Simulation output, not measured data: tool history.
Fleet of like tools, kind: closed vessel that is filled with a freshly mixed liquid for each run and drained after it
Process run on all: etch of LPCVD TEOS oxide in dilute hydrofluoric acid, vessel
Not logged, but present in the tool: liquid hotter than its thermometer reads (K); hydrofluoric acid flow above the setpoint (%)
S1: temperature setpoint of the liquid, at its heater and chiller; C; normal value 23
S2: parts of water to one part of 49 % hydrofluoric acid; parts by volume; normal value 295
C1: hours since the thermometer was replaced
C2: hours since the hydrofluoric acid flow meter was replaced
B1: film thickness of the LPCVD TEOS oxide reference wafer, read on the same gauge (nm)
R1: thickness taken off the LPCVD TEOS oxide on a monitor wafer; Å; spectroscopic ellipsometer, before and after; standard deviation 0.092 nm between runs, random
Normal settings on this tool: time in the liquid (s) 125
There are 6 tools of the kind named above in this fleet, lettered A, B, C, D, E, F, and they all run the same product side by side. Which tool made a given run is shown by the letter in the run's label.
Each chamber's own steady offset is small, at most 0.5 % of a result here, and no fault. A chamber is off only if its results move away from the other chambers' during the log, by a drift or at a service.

run 1B day=0.412 | S1=23 S2=295 time_in_the_liquid_(s)=125 | C1=1358.2 C2=745.6 | B1=70.005 | R1=99.702
run 2F day=0.946 | S1=23 S2=295 time_in_the_liquid_(s)=125 | C1=2287.8 C2=903 | B1=70.007 | R1=102.73
-- day=1.25 chamber B: hydrofluoric acid flow meter replaced
run 3A day=1.5 | S1=23 S2=295 time_in_the_liquid_(s)=125 | C1=126.7 C2=459.4 | B1=69.975 | R1=99.945
run 4C day=2.033 | S1=23 S2=295 time_in_the_liquid_(s)=125 | C1=1293.6 C2=1614.2 | B1=70.003 | R1=100.81
run 5E day=2.312 | S1=23 S2=195 time_in_the_liquid_(s)=60 | C1=380 C2=271.9 | B1=69.967 | R1=80.414
run 6D day=2.871 | S1=23 S2=195 time_in_the_liquid_(s)=60 | C1=267.3 C2=1089.1 | B1=70.014 | R1=81.37
run 7F day=3.438 | S1=23 S2=195 time_in_the_liquid_(s)=60 | C1=2347.6 C2=962.8 | B1=69.995 | R1=79.545
run 8E day=3.971 | S1=23 S2=195 time_in_the_liquid_(s)=60 | C1=419.8 C2=311.7 | B1=69.995 | R1=81.142
run 9B day=4.492 | S1=23 S2=195 time_in_the_liquid_(s)=60 | C1=1456.1 C2=77.9 | B1=69.983 | R1=79.326
run 10A day=4.767 | S1=23 S2=195 time_in_the_liquid_(s)=60 | C1=205.1 C2=537.8 | B1=69.988 | R1=80.778
run 11D day=5.258 | S1=23 S2=295 time_in_the_liquid_(s)=125 | C1=324.6 C2=1146.4 | B1=70.015 | R1=99.529
run 12C day=5.721 | S1=23 S2=295 time_in_the_liquid_(s)=125 | C1=1382.1 C2=1702.7 | B1=69.978 | R1=101.29
-- day=5.758 chamber B: thermometer replaced
run 13B day=6.2 | S1=23 S2=295 time_in_the_liquid_(s)=125 | C1=10.6 C2=118.9 | B1=70.002 | R1=102.6
run 14F day=6.454 | S1=23 S2=295 time_in_the_liquid_(s)=125 | C1=2420 C2=1035.2 | B1=70.008 | R1=101.56
run 15C day=6.896 | S1=23 S2=295 time_in_the_liquid_(s)=125 | C1=1410.3 C2=1730.9 | B1=69.971 | R1=100.53
run 16E day=7.212 | S1=23 S2=295 time_in_the_liquid_(s)=125 | C1=497.6 C2=389.5 | B1=70 | R1=99.529
run 17A day=7.733 | S1=23 S2=295 time_in_the_liquid_(s)=125 | C1=276.3 C2=609 | B1=70.025 | R1=101.9
run 18D day=8.25 | S1=23 S2=295 time_in_the_liquid_(s)=125 | C1=396.4 C2=1218.2 | B1=70.012 | R1=101.84
run 19C day=8.658 | S1=23 S2=295 time_in_the_liquid_(s)=125 | C1=1452.6 C2=1773.2 | B1=70.022 | R1=100.92
-- day=8.912 chamber D: hydrofluoric acid flow meter replaced
run 20D day=8.954 | S1=23 S2=295 time_in_the_liquid_(s)=125 | C1=413.3 C2=1 | B1=69.994 | R1=98.732
run 21A day=9.354 | S1=23 S2=295 time_in_the_liquid_(s)=125 | C1=315.2 C2=647.9 | B1=69.981 | R1=102.02
-- day=9.592 chamber F: thermometer replaced
run 22F day=9.733 | S1=23 S2=295 time_in_the_liquid_(s)=125 | C1=3.5 C2=1113.9 | B1=70.018 | R1=100.81
run 23E day=10.029 | S1=19.5 S2=415 time_in_the_liquid_(s)=125 | C1=565.2 C2=457.1 | B1=70.013 | R1=55.597
run 24B day=10.525 | S1=19.5 S2=415 time_in_the_liquid_(s)=125 | C1=114.4 C2=222.7 | B1=69.995 | R1=57.158
-- day=10.704 chamber F: hydrofluoric acid flow meter replaced
run 25E day=11.067 | S1=19.5 S2=415 time_in_the_liquid_(s)=125 | C1=590.1 C2=482 | B1=69.996 | R1=55.879
run 26C day=11.546 | S1=19.5 S2=415 time_in_the_liquid_(s)=125 | C1=1521.9 C2=1842.5 | B1=69.995 | R1=56.569
run 27F day=11.812 | S1=19.5 S2=415 time_in_the_liquid_(s)=125 | C1=53.4 C2=26.6 | B1=70.012 | R1=57.222
run 28A day=12.067 | S1=19.5 S2=415 time_in_the_liquid_(s)=125 | C1=380.3 C2=713 | B1=69.975 | R1=58.941
run 29B day=12.471 | S1=23 S2=295 time_in_the_liquid_(s)=125 | C1=161.1 C2=269.4 | B1=70.032 | R1=100.82
run 30D day=12.825 | S1=23 S2=295 time_in_the_liquid_(s)=125 | C1=506.2 C2=93.9 | B1=70.016 | R1=100.83
run 31C day=13.308 | S1=23 S2=295 time_in_the_liquid_(s)=125 | C1=1564.2 C2=1884.8 | B1=70.021 | R1=100.91
run 32B day=13.646 | S1=23 S2=295 time_in_the_liquid_(s)=125 | C1=189.3 C2=297.6 | B1=69.969 | R1=102.42
run 33A day=14.129 | S1=23 S2=295 time_in_the_liquid_(s)=90 | C1=429.8 C2=762.5 | B1=70.011 | R1=75.566
run 34D day=14.546 | S1=23 S2=295 time_in_the_liquid_(s)=90 | C1=547.5 C2=135.2 | B1=70.021 | R1=72.724
run 35F day=14.854 | S1=23 S2=295 time_in_the_liquid_(s)=90 | C1=126.4 C2=99.6 | B1=70.007 | R1=71.18
run 36E day=15.321 | S1=23 S2=295 time_in_the_liquid_(s)=90 | C1=692.2 C2=584.1 | B1=70.04 | R1=71.419
run 37D day=15.592 | S1=23 S2=295 time_in_the_liquid_(s)=90 | C1=572.6 C2=160.3 | B1=70.024 | R1=71.413
run 38C day=16.104 | S1=23 S2=295 time_in_the_liquid_(s)=90 | C1=1631.3 C2=1951.9 | B1=69.986 | R1=71.363
run 39A day=16.642 | S1=23 S2=295 time_in_the_liquid_(s)=125 | C1=490.1 C2=822.8 | B1=70.014 | R1=107.19
run 40E day=16.933 | S1=23 S2=295 time_in_the_liquid_(s)=125 | C1=730.9 C2=622.8 | B1=70.001 | R1=99.951

Is one chamber out of step, is the gauge drifting, or do the chambers differ by no more than their own small offsets? For an off chamber, give its letter and the likeliest cause.

Chamber A drifts away from the others.
Cause: hydrofluoric acid flow above the setpoint (%) = 5.71.
The log may not tell that from: liquid hotter than its thermometer reads (K).

Here are 4 candidates for chamber A's next run, each the usual settings with a change, their results left as question marks. Which one brings its results back in line with what the others give on the usual settings?
To be in line, a result may differ from the other chambers' mean on the usual settings by at most: R1 3.2 Å
run 41A-1 day=17.354 | S1=23.5 S2=295 time_in_the_liquid_(s)=140 | R1=?
run 41A-2 day=17.354 | S1=19.5 S2=295 time_in_the_liquid_(s)=125 | R1=?
run 41A-3 day=17.354 | S1=23 S2=290 time_in_the_liquid_(s)=130 | R1=?
run 41A-4 day=17.354 | S1=23 S2=300 time_in_the_liquid_(s)=120 | R1=?

Usual-settings mean across the other chambers: R1 100.37 Å
run=41A-1 R1=122.8
run=41A-2 R1=95.067
run=41A-3 R1=114.55
run=41A-4 R1=101.24
41A-4 is the one that brings the chamber's results back in line with the other chambers.
